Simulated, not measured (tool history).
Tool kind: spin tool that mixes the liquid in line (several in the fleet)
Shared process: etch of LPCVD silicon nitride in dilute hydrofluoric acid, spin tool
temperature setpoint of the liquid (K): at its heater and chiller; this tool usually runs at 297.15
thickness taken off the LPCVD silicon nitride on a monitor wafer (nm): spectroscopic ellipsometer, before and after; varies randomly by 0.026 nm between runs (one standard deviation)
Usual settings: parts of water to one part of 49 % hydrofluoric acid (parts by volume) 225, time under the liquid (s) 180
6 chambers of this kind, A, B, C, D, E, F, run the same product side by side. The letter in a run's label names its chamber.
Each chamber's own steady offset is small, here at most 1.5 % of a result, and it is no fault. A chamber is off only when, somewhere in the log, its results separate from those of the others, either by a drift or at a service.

| run | hour | temperature setpoint of the liquid (K) | parts of water to one part of 49 % hydrofluoric acid (parts by volume) | time under the liquid (s) | hours since the thermometer was replaced | hours since the hydrofluoric acid flow meter was replaced | read-back film thickness of the LPCVD silicon nitride reference wafer, read on the same gauge (nm) | thickness taken off the LPCVD silicon nitride on a monitor wafer (nm) |
|---|---|---|---|---|---|---|---|---|
| 1C | 4.0 | 297.15 | 225 | 180 | 1729.4 | 1883.0 | 100.000 | 0.35513 |
| 2A | 6.9 | 297.15 | 225 | 180 | 1394.9 | 146.8 | 99.977 | 0.42471 |
| 3D | 11.0 | 297.15 | 225 | 180 | 116.2 | 63.9 | 99.975 | 0.40705 |
| 4F | 13.5 | 297.15 | 225 | 180 | 1323.2 | 136.4 | 100.010 | 0.40987 |
| 5E | 18.2 | 297.15 | 225 | 180 | 871.7 | 595.2 | 100.000 | 0.37930 |
| 6B | 22.8 | 297.15 | 225 | 180 | 298.8 | 1383.8 | 99.991 | 0.38481 |
| 7E | 26.8 | 297.15 | 225 | 180 | 880.3 | 603.8 | 99.982 | 0.40773 |
| 8F | 31.1 | 297.15 | 225 | 180 | 1340.8 | 154.0 | 99.981 | 0.40211 |
| 9D | 35.7 | 297.15 | 225 | 180 | 140.9 | 88.6 | 100.000 | 0.37505 |
| 10B | 39.4 | 297.15 | 225 | 180 | 315.4 | 1400.4 | 99.969 | 0.44101 |
| 11C | 44.0 | 297.15 | 225 | 180 | 1769.4 | 1923.0 | 100.010 | 0.41405 |
| 12A | 47.7 | 301.65 | 225 | 180 | 1435.7 | 187.6 | 100.030 | 0.51927 |
| 13D | 51.4 | 301.65 | 225 | 180 | 156.6 | 104.3 | 99.988 | 0.52418 |
| 14C | 54.6 | 301.65 | 225 | 180 | 1780.0 | 1933.6 | 99.977 | 0.62099 |
| 15B | 59.3 | 301.65 | 225 | 180 | 335.3 | 1420.3 | 100.020 | 0.49239 |
| 16A | 62.4 | 301.65 | 225 | 180 | 1450.4 | 202.3 | 100.010 | 0.52616 |
| 17F | 65.7 | 301.65 | 225 | 180 | 1375.4 | 188.6 | 99.989 | 0.51393 |
| 18E | 68.6 | 297.15 | 300 | 105 | 922.1 | 645.6 | 100.020 | 0.18560 |
| 19C | 72.7 | 297.15 | 300 | 105 | 1798.1 | 1951.7 | 100.020 | 0.19413 |
| 20D | 75.5 | 297.15 | 300 | 105 | 180.7 | 128.4 | 99.995 | 0.16137 |
| 21A | 80.1 | 297.15 | 300 | 105 | 1468.1 | 220.0 | 99.987 | 0.17369 |
| 22B | 83.7 | 297.15 | 300 | 105 | 359.7 | 1444.7 | 99.995 | 0.15737 |
| 23E | 87.7 | 297.15 | 300 | 105 | 941.2 | 664.7 | 99.983 | 0.17788 |
| 24F | 90.2 | 297.15 | 225 | 180 | 1399.9 | 213.1 | 100.020 | 0.39880 |
| 25B | 93.8 | 297.15 | 225 | 180 | 369.8 | 1454.8 | 100.000 | 0.36494 |
| 26C | 97.1 | 301.15 | 225 | 110 | 1822.5 | 1976.1 | 99.993 | 0.30913 |
| 27F | 101.8 | 301.15 | 225 | 110 | 1411.5 | 224.7 | 99.984 | 0.30685 |
| 28A | 104.6 | 301.15 | 225 | 110 | 1492.6 | 244.5 | 100.030 | 0.31759 |
| 29E | 108.9 | 301.15 | 225 | 110 | 962.4 | 685.9 | 99.959 | 0.30415 |
| 30D | 111.9 | 301.15 | 225 | 110 | 217.1 | 164.8 | 100.020 | 0.30432 |
| 31E | 114.7 | 301.15 | 225 | 110 | 968.2 | 691.7 | 99.970 | 0.30999 |
| 32B | 118.7 | 297.15 | 225 | 180 | 394.7 | 1479.7 | 100.020 | 0.37424 |
| 33A | 123.3 | 297.15 | 225 | 180 | 1511.3 | 263.2 | 100.010 | 0.36756 |
| 34F | 126.6 | 297.15 | 225 | 180 | 1436.3 | 249.5 | 99.952 | 0.39092 |
| 35D | 128.9 | 297.15 | 225 | 180 | 234.1 | 181.8 | 100.010 | 0.36659 |
| 36C | 133.5 | 299.15 | 225 | 255 | 1858.9 | 2012.5 | 100.010 | 0.59929 |
| 37C | 137.0 | 299.15 | 225 | 255 | 1862.4 | 2016.0 | 100.010 | 0.64373 |

Next, all 6 chambers run the settings below, one line each with question marks for the results. What does each chamber give?
| 38A | 140.4 | 295.15 | 225 | 180 |  |  |  | ? |
| 38B | 140.4 | 295.15 | 225 | 180 |  |  |  | ? |
| 38C | 140.4 | 295.15 | 225 | 180 |  |  |  | ? |
| 38D | 140.4 | 295.15 | 225 | 180 |  |  |  | ? |
| 38E | 140.4 | 295.15 | 225 | 180 |  |  |  | ? |
| 38F | 140.4 | 295.15 | 225 | 180 |  |  |  | ? |

| run | thickness taken off the LPCVD silicon nitride on a monitor wafer (nm) |
|---|---|
| 38A | 0.33048 |
| 38B | 0.33507 |
| 38C | 0.34829 |
| 38D | 0.37169 |
| 38E | 0.33510 |
| 38F | 0.32188 |
